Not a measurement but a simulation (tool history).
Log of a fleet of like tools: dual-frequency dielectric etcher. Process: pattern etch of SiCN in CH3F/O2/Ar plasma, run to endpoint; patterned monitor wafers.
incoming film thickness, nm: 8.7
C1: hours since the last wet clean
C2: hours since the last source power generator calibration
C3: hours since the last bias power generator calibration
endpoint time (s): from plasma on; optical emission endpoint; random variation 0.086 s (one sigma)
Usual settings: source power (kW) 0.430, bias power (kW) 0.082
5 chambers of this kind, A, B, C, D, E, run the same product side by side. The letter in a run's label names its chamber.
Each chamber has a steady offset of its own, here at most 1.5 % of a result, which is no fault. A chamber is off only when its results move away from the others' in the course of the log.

{"run": "1C", "day": 0.183, "source power (kW)": 0.43, "bias power (kW)": 0.082, "C1": 341.4, "C2": 1181.6, "C3": 2937.0, "endpoint time (s)": 21.345}
{"run": "2D", "day": 0.346, "source power (kW)": 0.43, "bias power (kW)": 0.082, "C1": 233.9, "C2": 970.7, "C3": 1255.9, "endpoint time (s)": 21.755}
{"run": "3A", "day": 0.625, "source power (kW)": 0.43, "bias power (kW)": 0.082, "C1": 151.1, "C2": 744.5, "C3": 634.0, "endpoint time (s)": 21.613}
{"run": "4E", "day": 0.862, "source power (kW)": 0.43, "bias power (kW)": 0.082, "C1": 312.5, "C2": 2750.0, "C3": 2805.9, "endpoint time (s)": 21.692}
{"run": "5B", "day": 1.004, "source power (kW)": 0.43, "bias power (kW)": 0.082, "C1": 325.6, "C2": 1224.1, "C3": 730.1, "endpoint time (s)": 21.62}
{"run": "6E", "day": 1.3, "source power (kW)": 0.5, "bias power (kW)": 0.102, "C1": 323.0, "C2": 2760.5, "C3": 2816.4, "endpoint time (s)": 19.151}
{"run": "7B", "day": 1.454, "source power (kW)": 0.5, "bias power (kW)": 0.102, "C1": 336.4, "C2": 1234.9, "C3": 740.9, "endpoint time (s)": 18.958}
{"run": "8D", "day": 1.629, "source power (kW)": 0.5, "bias power (kW)": 0.102, "C1": 264.7, "C2": 1001.5, "C3": 1286.7, "endpoint time (s)": 18.891}
{"run": "9C", "day": 1.9, "source power (kW)": 0.5, "bias power (kW)": 0.102, "C1": 382.6, "C2": 1222.8, "C3": 2978.2, "endpoint time (s)": 18.642}
{"run": "10A", "day": 2.171, "source power (kW)": 0.5, "bias power (kW)": 0.102, "C1": 188.2, "C2": 781.6, "C3": 671.1, "endpoint time (s)": 18.969}
{"run": "11A", "day": 2.312, "source power (kW)": 0.43, "bias power (kW)": 0.082, "C1": 191.6, "C2": 785.0, "C3": 674.5, "endpoint time (s)": 21.711}
{"run": "12E", "day": 2.533, "source power (kW)": 0.43, "bias power (kW)": 0.082, "C1": 352.6, "C2": 2790.1, "C3": 2846.0, "endpoint time (s)": 21.655}
{"run": "13B", "day": 2.821, "source power (kW)": 0.43, "bias power (kW)": 0.082, "C1": 369.2, "C2": 1267.7, "C3": 773.7, "endpoint time (s)": 21.684}
{"run": "14D", "day": 3.1, "source power (kW)": 0.43, "bias power (kW)": 0.082, "C1": 300.0, "C2": 1036.8, "C3": 1322.0, "endpoint time (s)": 21.754}
{"run": "15C", "day": 3.338, "source power (kW)": 0.43, "bias power (kW)": 0.074, "C1": 417.1, "C2": 1257.3, "C3": 3012.7, "endpoint time (s)": 22.236}
{"run": "16A", "day": 3.575, "source power (kW)": 0.43, "bias power (kW)": 0.074, "C1": 221.9, "C2": 815.3, "C3": 704.8, "endpoint time (s)": 22.43}
{"run": "17D", "day": 3.862, "source power (kW)": 0.43, "bias power (kW)": 0.074, "C1": 318.3, "C2": 1055.1, "C3": 1340.3, "endpoint time (s)": 22.617}
{"run": "18C", "day": 4.142, "source power (kW)": 0.43, "bias power (kW)": 0.074, "C1": 436.4, "C2": 1276.6, "C3": 3032.0, "endpoint time (s)": 22.363}
{"run": "19E", "day": 4.433, "source power (kW)": 0.43, "bias power (kW)": 0.074, "C1": 398.2, "C2": 2835.7, "C3": 2891.6, "endpoint time (s)": 22.531}
{"run": "20B", "day": 4.6, "source power (kW)": 0.43, "bias power (kW)": 0.082, "C1": 411.9, "C2": 1310.4, "C3": 816.4, "endpoint time (s)": 21.759}
{"run": "21D", "day": 4.879, "source power (kW)": 0.43, "bias power (kW)": 0.082, "C1": 342.7, "C2": 1079.5, "C3": 1364.7, "endpoint time (s)": 21.767}
{"run": "22C", "day": 5.058, "source power (kW)": 0.43, "bias power (kW)": 0.082, "C1": 458.4, "C2": 1298.6, "C3": 3054.0, "endpoint time (s)": 21.502}
{"run": "23E", "day": 5.246, "source power (kW)": 0.48, "bias power (kW)": 0.073, "C1": 417.7, "C2": 2855.2, "C3": 2911.1, "endpoint time (s)": 21.718}
{"run": "24A", "day": 5.392, "source power (kW)": 0.48, "bias power (kW)": 0.073, "C1": 265.5, "C2": 858.9, "C3": 748.4, "endpoint time (s)": 21.589}
{"run": "25B", "day": 5.662, "source power (kW)": 0.48, "bias power (kW)": 0.073, "C1": 437.4, "C2": 1335.9, "C3": 841.9, "endpoint time (s)": 21.797}
{"run": "26A", "day": 5.846, "source power (kW)": 0.48, "bias power (kW)": 0.073, "C1": 276.4, "C2": 869.8, "C3": 759.3, "endpoint time (s)": 21.621}
{"run": "27C", "day": 6.088, "source power (kW)": 0.48, "bias power (kW)": 0.073, "C1": 483.1, "C2": 1323.3, "C3": 3078.7, "endpoint time (s)": 21.484}
{"run": "28D", "day": 6.246, "source power (kW)": 0.43, "bias power (kW)": 0.082, "C1": 375.5, "C2": 1112.3, "C3": 1397.5, "endpoint time (s)": 21.859}
{"run": "29E", "day": 6.479, "source power (kW)": 0.43, "bias power (kW)": 0.082, "C1": 447.3, "C2": 2884.8, "C3": 2940.7, "endpoint time (s)": 21.788}
{"run": "30B", "day": 6.742, "source power (kW)": 0.43, "bias power (kW)": 0.082, "C1": 463.3, "C2": 1361.8, "C3": 867.8, "endpoint time (s)": 21.675}
{"run": "31B", "day": 6.912, "source power (kW)": 0.43, "bias power (kW)": 0.065, "C1": 467.4, "C2": 1365.9, "C3": 871.9, "endpoint time (s)": 23.445}
{"run": "32C", "day": 7.062, "source power (kW)": 0.43, "bias power (kW)": 0.065, "C1": 506.5, "C2": 1346.7, "C3": 3102.1, "endpoint time (s)": 23.097}
{"run": "33A", "day": 7.275, "source power (kW)": 0.43, "bias power (kW)": 0.065, "C1": 310.7, "C2": 904.1, "C3": 793.6, "endpoint time (s)": 23.581}
{"run": "34E", "day": 7.562, "source power (kW)": 0.43, "bias power (kW)": 0.065, "C1": 473.3, "C2": 2910.8, "C3": 2966.7, "endpoint time (s)": 23.569}
{"run": "35D", "day": 7.733, "source power (kW)": 0.43, "bias power (kW)": 0.065, "C1": 411.2, "C2": 1148.0, "C3": 1433.2, "endpoint time (s)": 23.573}
{"run": "36E", "day": 7.996, "source power (kW)": 0.43, "bias power (kW)": 0.082, "C1": 483.7, "C2": 2921.2, "C3": 2977.1, "endpoint time (s)": 21.753}
{"run": "37C", "day": 8.146, "source power (kW)": 0.35, "bias power (kW)": 0.063, "C1": 532.5, "C2": 1372.7, "C3": 3128.1, "endpoint time (s)": 25.409}
{"run": "38D", "day": 8.354, "source power (kW)": 0.35, "bias power (kW)": 0.063, "C1": 426.1, "C2": 1162.9, "C3": 1448.1, "endpoint time (s)": 25.815}
{"run": "39A", "day": 8.496, "source power (kW)": 0.35, "bias power (kW)": 0.063, "C1": 340.0, "C2": 933.4, "C3": 822.9, "endpoint time (s)": 25.576}
{"run": "40B", "day": 8.775, "source power (kW)": 0.35, "bias power (kW)": 0.063, "C1": 512.1, "C2": 1410.6, "C3": 916.6, "endpoint time (s)": 25.573}
{"day": 8.817, "done": "chamber C: wet clean of the chamber"}
{"run": "41C", "day": 9.05, "source power (kW)": 0.35, "bias power (kW)": 0.063, "C1": 5.7, "C2": 1394.4, "C3": 3149.8, "endpoint time (s)": 25.389}

All 5 chambers run these settings next. Forecast each chamber's results:
{"run": "42A", "day": 9.267, "source power (kW)": 0.48, "bias power (kW)": 0.082, "endpoint time (s)": "?"}
{"run": "42B", "day": 9.267, "source power (kW)": 0.48, "bias power (kW)": 0.082, "endpoint time (s)": "?"}
{"run": "42C", "day": 9.267, "source power (kW)": 0.48, "bias power (kW)": 0.082, "endpoint time (s)": "?"}
{"run": "42D", "day": 9.267, "source power (kW)": 0.48, "bias power (kW)": 0.082, "endpoint time (s)": "?"}
{"run": "42E", "day": 9.267, "source power (kW)": 0.48, "bias power (kW)": 0.082, "endpoint time (s)": "?"}

run=42A endpoint_time_(s)=20.740
run=42B endpoint_time_(s)=20.893
run=42C endpoint_time_(s)=20.555
run=42D endpoint_time_(s)=20.818
run=42E endpoint_time_(s)=20.908

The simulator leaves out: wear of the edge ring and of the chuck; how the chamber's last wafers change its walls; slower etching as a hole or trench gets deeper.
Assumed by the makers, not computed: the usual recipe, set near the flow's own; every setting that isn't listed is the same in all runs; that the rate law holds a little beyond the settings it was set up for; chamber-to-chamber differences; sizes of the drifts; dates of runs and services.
